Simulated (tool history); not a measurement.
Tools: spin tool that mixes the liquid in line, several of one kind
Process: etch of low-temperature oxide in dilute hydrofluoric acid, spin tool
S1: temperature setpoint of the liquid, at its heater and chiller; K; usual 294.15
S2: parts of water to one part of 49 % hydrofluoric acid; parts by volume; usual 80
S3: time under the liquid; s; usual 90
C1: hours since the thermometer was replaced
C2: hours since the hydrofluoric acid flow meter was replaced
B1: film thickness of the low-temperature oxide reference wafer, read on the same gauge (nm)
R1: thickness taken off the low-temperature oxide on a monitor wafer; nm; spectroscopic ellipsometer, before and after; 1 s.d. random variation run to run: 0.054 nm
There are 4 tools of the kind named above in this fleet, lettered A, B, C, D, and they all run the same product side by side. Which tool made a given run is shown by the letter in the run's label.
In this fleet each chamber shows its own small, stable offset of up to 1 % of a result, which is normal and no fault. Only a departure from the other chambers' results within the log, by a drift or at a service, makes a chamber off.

{"hour": 5.6, "done": "chamber B: thermometer replaced"}
{"run": "1B", "hour": 10.9, "S1": 294.15, "S2": 80, "S3": 90, "C1": 5.3, "C2": 1123.2, "B1": 40.01, "R1": 11.38}
{"run": "2C", "hour": 17.4, "S1": 294.15, "S2": 80, "S3": 90, "C1": 606.3, "C2": 123.7, "B1": 39.968, "R1": 11.436}
{"run": "3A", "hour": 30.2, "S1": 294.15, "S2": 80, "S3": 90, "C1": 275.1, "C2": 1020.7, "B1": 40.052, "R1": 11.209}
{"run": "4D", "hour": 38.5, "S1": 294.15, "S2": 80, "S3": 90, "C1": 1981.3, "C2": 659.4, "B1": 40.034, "R1": 11.321}
{"hour": 44.8, "done": "chamber D: hydrofluoric acid flow meter replaced"}
{"run": "5A", "hour": 52.5, "S1": 294.15, "S2": 80, "S3": 90, "C1": 297.4, "C2": 1043.0, "B1": 39.976, "R1": 11.224}
{"run": "6C", "hour": 62.0, "S1": 294.15, "S2": 80, "S3": 90, "C1": 650.9, "C2": 168.3, "B1": 40.049, "R1": 11.467}
{"run": "7D", "hour": 69.8, "S1": 294.15, "S2": 80, "S3": 90, "C1": 2012.6, "C2": 25.0, "B1": 40.013, "R1": 11.272}
{"run": "8B", "hour": 84.2, "S1": 294.15, "S2": 80, "S3": 90, "C1": 78.6, "C2": 1196.5, "B1": 39.992, "R1": 11.429}
{"run": "9D", "hour": 91.1, "S1": 294.15, "S2": 80, "S3": 90, "C1": 2033.9, "C2": 46.3, "B1": 39.966, "R1": 11.321}
{"run": "10B", "hour": 105.7, "S1": 294.15, "S2": 80, "S3": 90, "C1": 100.1, "C2": 1218.0, "B1": 40.019, "R1": 11.365}
{"run": "11C", "hour": 113.3, "S1": 295.65, "S2": 80, "S3": 90, "C1": 702.2, "C2": 219.6, "B1": 40.022, "R1": 12.075}
{"run": "12A", "hour": 120.7, "S1": 295.65, "S2": 80, "S3": 90, "C1": 365.6, "C2": 1111.2, "B1": 40.035, "R1": 11.951}
{"run": "13B", "hour": 134.6, "S1": 295.65, "S2": 80, "S3": 90, "C1": 129.0, "C2": 1246.9, "B1": 40.021, "R1": 12.072}
{"run": "14A", "hour": 146.8, "S1": 295.65, "S2": 80, "S3": 90, "C1": 391.7, "C2": 1137.3, "B1": 39.979, "R1": 12.005}
{"run": "15D", "hour": 153.7, "S1": 294.15, "S2": 80, "S3": 90, "C1": 2096.5, "C2": 108.9, "B1": 39.99, "R1": 11.339}
{"hour": 155.0, "done": "chamber C: thermometer replaced"}
{"run": "16C", "hour": 166.0, "S1": 294.15, "S2": 80, "S3": 90, "C1": 11.0, "C2": 272.3, "B1": 39.968, "R1": 11.403}
{"run": "17C", "hour": 179.7, "S1": 294.15, "S2": 50, "S3": 145, "C1": 24.7, "C2": 286.0, "B1": 40.021, "R1": 30.676}
{"run": "18D", "hour": 193.0, "S1": 294.15, "S2": 50, "S3": 145, "C1": 2135.8, "C2": 148.2, "B1": 39.945, "R1": 30.539}
{"run": "19A", "hour": 204.6, "S1": 294.15, "S2": 50, "S3": 145, "C1": 449.5, "C2": 1195.1, "B1": 39.979, "R1": 30.475}
{"run": "20B", "hour": 213.2, "S1": 294.15, "S2": 50, "S3": 145, "C1": 207.6, "C2": 1325.5, "B1": 40.019, "R1": 30.311}
{"run": "21C", "hour": 221.9, "S1": 294.15, "S2": 80, "S3": 90, "C1": 66.9, "C2": 328.2, "B1": 40.053, "R1": 11.427}
{"run": "22D", "hour": 230.4, "S1": 294.15, "S2": 80, "S3": 90, "C1": 2173.2, "C2": 185.6, "B1": 40.04, "R1": 11.222}
{"run": "23A", "hour": 239.9, "S1": 294.15, "S2": 115, "S3": 130, "C1": 484.8, "C2": 1230.4, "B1": 40.069, "R1": 10.743}
{"run": "24B", "hour": 247.8, "S1": 294.15, "S2": 115, "S3": 130, "C1": 242.2, "C2": 1360.1, "B1": 40.011, "R1": 11.275}
{"run": "25D", "hour": 255.0, "S1": 294.15, "S2": 115, "S3": 130, "C1": 2197.8, "C2": 210.2, "B1": 39.998, "R1": 10.87}
{"run": "26A", "hour": 268.9, "S1": 294.15, "S2": 115, "S3": 130, "C1": 513.8, "C2": 1259.4, "B1": 40.011, "R1": 10.891}
{"run": "27B", "hour": 278.2, "S1": 294.15, "S2": 80, "S3": 90, "C1": 272.6, "C2": 1390.5, "B1": 39.996, "R1": 11.745}
{"run": "28C", "hour": 289.8, "S1": 294.15, "S2": 80, "S3": 90, "C1": 134.8, "C2": 396.1, "B1": 40.004, "R1": 11.563}
{"run": "29B", "hour": 298.0, "S1": 294.15, "S2": 80, "S3": 90, "C1": 292.4, "C2": 1410.3, "B1": 39.985, "R1": 11.656}
{"run": "30D", "hour": 311.2, "S1": 294.15, "S2": 80, "S3": 90, "C1": 2254.0, "C2": 266.4, "B1": 40.054, "R1": 11.305}
{"run": "31C", "hour": 322.9, "S1": 294.15, "S2": 80, "S3": 90, "C1": 167.9, "C2": 429.2, "B1": 39.97, "R1": 11.415}

What goes on in this fleet: one chamber off, a drifting gauge, or nothing beyond the chambers' own small offsets? Name the chamber and the cause, if any.

Chamber B drifts away from the others.
Most likely cause: hydrofluoric acid flow above the setpoint (%) = 3.56.
The log may not separate it from: liquid hotter than its thermometer reads (K).

Chamber B could run next with any of the 4 candidate recipes listed below; each alters the usual settings, and their results appear as question marks. Which one brings its results back in line with what the other chambers deliver on the usual settings?
To be in line, a result may differ from the other chambers' mean on the usual settings by at most: R1 0.190 nm
{"run": "32B-1", "hour": 333.6, "S1": 295.15, "S2": 80, "S3": 90, "R1": "?"}
{"run": "32B-2", "hour": 333.6, "S1": 293.15, "S2": 80, "S3": 90, "R1": "?"}
{"run": "32B-3", "hour": 333.6, "S1": 296.15, "S2": 80, "S3": 90, "R1": "?"}
{"run": "32B-4", "hour": 333.6, "S1": 293.65, "S2": 85, "S3": 90, "R1": "?"}

Average result of the remaining chambers running the usual settings: R1 11.338 nm
run=32B-1 R1=12.303
run=32B-2 R1=11.327
run=32B-3 R1=12.821
run=32B-4 R1=10.830
The right change is 32B-2: it brings the chamber back within the allowed miss of the others.
